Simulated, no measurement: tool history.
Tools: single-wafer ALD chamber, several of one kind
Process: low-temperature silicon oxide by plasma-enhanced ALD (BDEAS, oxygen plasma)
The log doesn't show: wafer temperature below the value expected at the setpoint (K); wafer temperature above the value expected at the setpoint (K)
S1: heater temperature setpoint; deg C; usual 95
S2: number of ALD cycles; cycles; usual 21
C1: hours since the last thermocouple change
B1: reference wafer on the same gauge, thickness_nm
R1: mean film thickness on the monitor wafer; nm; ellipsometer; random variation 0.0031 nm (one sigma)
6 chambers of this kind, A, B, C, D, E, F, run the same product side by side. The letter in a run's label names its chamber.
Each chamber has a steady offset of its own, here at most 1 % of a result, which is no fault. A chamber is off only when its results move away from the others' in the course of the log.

run 1B hour=9.5 | S1=95 S2=21 | C1=597.3 | B1=2.9791 | R1=3.0319
run 2F hour=22.4 | S1=95 S2=21 | C1=1684.8 | B1=2.9794 | R1=3.0448
run 3C hour=35.6 | S1=95 S2=21 | C1=1295.2 | B1=2.9786 | R1=3.0372
run 4A hour=43.1 | S1=95 S2=21 | C1=1486.2 | B1=2.979 | R1=3.0404
run 5D hour=51.9 | S1=95 S2=21 | C1=989.1 | B1=2.9792 | R1=3.0753
run 6E hour=61.6 | S1=101 S2=21 | C1=2024.3 | B1=2.9783 | R1=2.9886
run 7A hour=71.3 | S1=101 S2=21 | C1=1514.4 | B1=2.9793 | R1=2.9831
run 8E hour=81.4 | S1=101 S2=21 | C1=2044.1 | B1=2.9779 | R1=2.9906
run 9F hour=90.4 | S1=101 S2=21 | C1=1752.8 | B1=2.9778 | R1=2.9792
run 10B hour=100.9 | S1=101 S2=21 | C1=688.7 | B1=2.9776 | R1=2.9676
run 11C hour=114.8 | S1=101 S2=21 | C1=1374.4 | B1=2.9782 | R1=2.9729
run 12D hour=127.6 | S1=95 S2=21 | C1=1064.8 | B1=2.9767 | R1=3.0707
run 13D hour=136.1 | S1=100 S2=19 | C1=1073.3 | B1=2.9767 | R1=2.7309
run 14C hour=150.4 | S1=100 S2=19 | C1=1410 | B1=2.9764 | R1=2.6916
run 15E hour=159.7 | S1=100 S2=19 | C1=2122.4 | B1=2.9761 | R1=2.7095
run 16B hour=173.8 | S1=100 S2=19 | C1=761.6 | B1=2.9761 | R1=2.6917
run 17F hour=182 | S1=100 S2=19 | C1=1844.4 | B1=2.9759 | R1=2.7027
run 18A hour=197.1 | S1=100 S2=19 | C1=1640.2 | B1=2.9749 | R1=2.7021
run 19A hour=208.7 | S1=95 S2=21 | C1=1651.8 | B1=2.9752 | R1=3.0455
run 20E hour=219.7 | S1=95 S2=21 | C1=2182.4 | B1=2.9749 | R1=3.0454
run 21B hour=234.6 | S1=95 S2=21 | C1=822.4 | B1=2.9741 | R1=3.0305
run 22D hour=246.7 | S1=95 S2=21 | C1=1183.9 | B1=2.9739 | R1=3.0723
run 23C hour=257 | S1=95 S2=21 | C1=1516.6 | B1=2.9736 | R1=3.0279
run 24F hour=264.1 | S1=95 S2=21 | C1=1926.5 | B1=2.9734 | R1=3.0367
run 25E hour=275.2 | S1=95 S2=21 | C1=2237.9 | B1=2.9733 | R1=3.0464
run 26D hour=286.4 | S1=95 S2=21 | C1=1223.6 | B1=2.9731 | R1=3.0737
run 27B hour=296.9 | S1=95 S2=21 | C1=884.7 | B1=2.9723 | R1=3.0254
run 28F hour=311.5 | S1=95 S2=21 | C1=1973.9 | B1=2.9724 | R1=3.0375
run 29A hour=326.4 | S1=95 S2=21 | C1=1769.5 | B1=2.9723 | R1=3.0369
run 30C hour=338 | S1=95 S2=21 | C1=1597.6 | B1=2.9716 | R1=3.0223
run 31A hour=348.5 | S1=103 S2=18 | C1=1791.6 | B1=2.9716 | R1=2.5433
run 32C hour=362.5 | S1=103 S2=18 | C1=1622.1 | B1=2.9712 | R1=2.5363
run 33E hour=376.7 | S1=103 S2=18 | C1=2339.4 | B1=2.9708 | R1=2.5482
run 34D hour=389 | S1=103 S2=18 | C1=1326.2 | B1=2.9717 | R1=2.5698
run 35F hour=396.4 | S1=103 S2=18 | C1=2058.8 | B1=2.9697 | R1=2.5434
run 36B hour=409.3 | S1=103 S2=18 | C1=997.1 | B1=2.9696 | R1=2.5332
run 37F hour=416.9 | S1=95 S2=21 | C1=2079.3 | B1=2.9711 | R1=3.0336
run 38A hour=432.6 | S1=87 S2=20 | C1=1875.7 | B1=2.9704 | R1=2.9671
-- hour=441.8 chamber C: thermocouple changed; heater temperature recalibrated
run 39B hour=448.6 | S1=87 S2=20 | C1=1036.4 | B1=2.969 | R1=2.9602
run 40D hour=463.4 | S1=87 S2=20 | C1=1400.6 | B1=2.9688 | R1=3.0011
run 41E hour=470.7 | S1=87 S2=20 | C1=2433.4 | B1=2.9684 | R1=2.9814
run 42C hour=480.1 | S1=87 S2=20 | C1=38.3 | B1=2.9676 | R1=2.9633
run 43A hour=495.3 | S1=87 S2=20 | C1=1938.4 | B1=2.9683 | R1=2.9707

All 6 chambers run these settings next. Forecast each chamber's results:
run 44A hour=506.9 | S1=83 S2=21 | R1=?
run 44B hour=506.9 | S1=83 S2=21 | R1=?
run 44C hour=506.9 | S1=83 S2=21 | R1=?
run 44D hour=506.9 | S1=83 S2=21 | R1=?
run 44E hour=506.9 | S1=83 S2=21 | R1=?
run 44F hour=506.9 | S1=83 S2=21 | R1=?

run=44A R1=3.1665
run=44B R1=3.1494
run=44C R1=3.1552
run=44D R1=3.1976
run=44E R1=3.1673
run=44F R1=3.1629
